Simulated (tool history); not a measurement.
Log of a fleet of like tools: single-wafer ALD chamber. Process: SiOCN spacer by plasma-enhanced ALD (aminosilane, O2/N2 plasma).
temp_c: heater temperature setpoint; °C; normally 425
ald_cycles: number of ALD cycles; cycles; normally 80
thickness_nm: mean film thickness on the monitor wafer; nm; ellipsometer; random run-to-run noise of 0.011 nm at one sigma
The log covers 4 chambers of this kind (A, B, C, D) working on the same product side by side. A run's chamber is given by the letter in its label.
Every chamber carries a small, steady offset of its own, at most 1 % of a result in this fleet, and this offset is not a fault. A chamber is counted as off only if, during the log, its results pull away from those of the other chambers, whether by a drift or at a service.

run	hour	temp_c	ald_cycles	read-back reference wafer on the same gauge, thickness_nm	thickness_nm
1D	4.2	425	80	3.9798	4.4898
2B	8.8	425	80	3.9814	4.4550
3C	12.8	425	80	3.9781	4.4541
4A	16.1	425	80	3.9809	4.5050
5D	19.6	425	80	3.9816	4.5052
6A	24.5	425	80	3.9795	4.4636
7C	30.7	425	80	3.9791	4.4516
8B	34.6	430	80	3.9842	4.3532
9D	40.1	430	80	3.9783	4.4369
10B	43.8	430	80	3.9791	4.3721
11C	50.6	430	80	3.9796	4.3983
12A	56.8	425	80	3.9799	4.4867
13D	60.1	425	80	3.9784	4.4893
14B	64.3	425	80	3.9766	4.4456
15C	68.5	425	80	3.9792	4.4443
16A	75.2	425	80	3.9788	4.4826
17D	79.1	425	80	3.9793	4.4985
# hour 80.2: chamber C: thermocouple changed; heater temperature recalibrated
18A	83.6	425	80	3.9784	4.4791
19B	90.3	425	80	3.9798	4.4480
20C	93.8	425	80	3.9817	4.3826
21B	97.8	425	80	3.9803	4.4393
22C	103.1	435	95	3.9814	5.0140
23A	110.6	435	95	3.9805	5.1597
24D	116.0	435	95	3.9812	5.1527
25B	119.3	435	95	3.9780	5.0976
26C	125.3	425	80	3.9833	4.3589
27A	131.4	425	80	3.9795	4.4883
28D	137.2	425	80	3.9808	4.5047
29D	144.1	425	80	3.9772	4.4974
30B	151.7	432	69	3.9808	3.7434
31A	155.6	432	69	3.9802	3.7876

Predict what each chamber gives when all 4 of them run the settings below next.
32A	161.1	413	80		?
32B	161.1	413	80		?
32C	161.1	413	80		?
32D	161.1	413	80		?

run	thickness_nm
32A	4.6671
32B	4.6015
32C	4.5293
32D	4.6774

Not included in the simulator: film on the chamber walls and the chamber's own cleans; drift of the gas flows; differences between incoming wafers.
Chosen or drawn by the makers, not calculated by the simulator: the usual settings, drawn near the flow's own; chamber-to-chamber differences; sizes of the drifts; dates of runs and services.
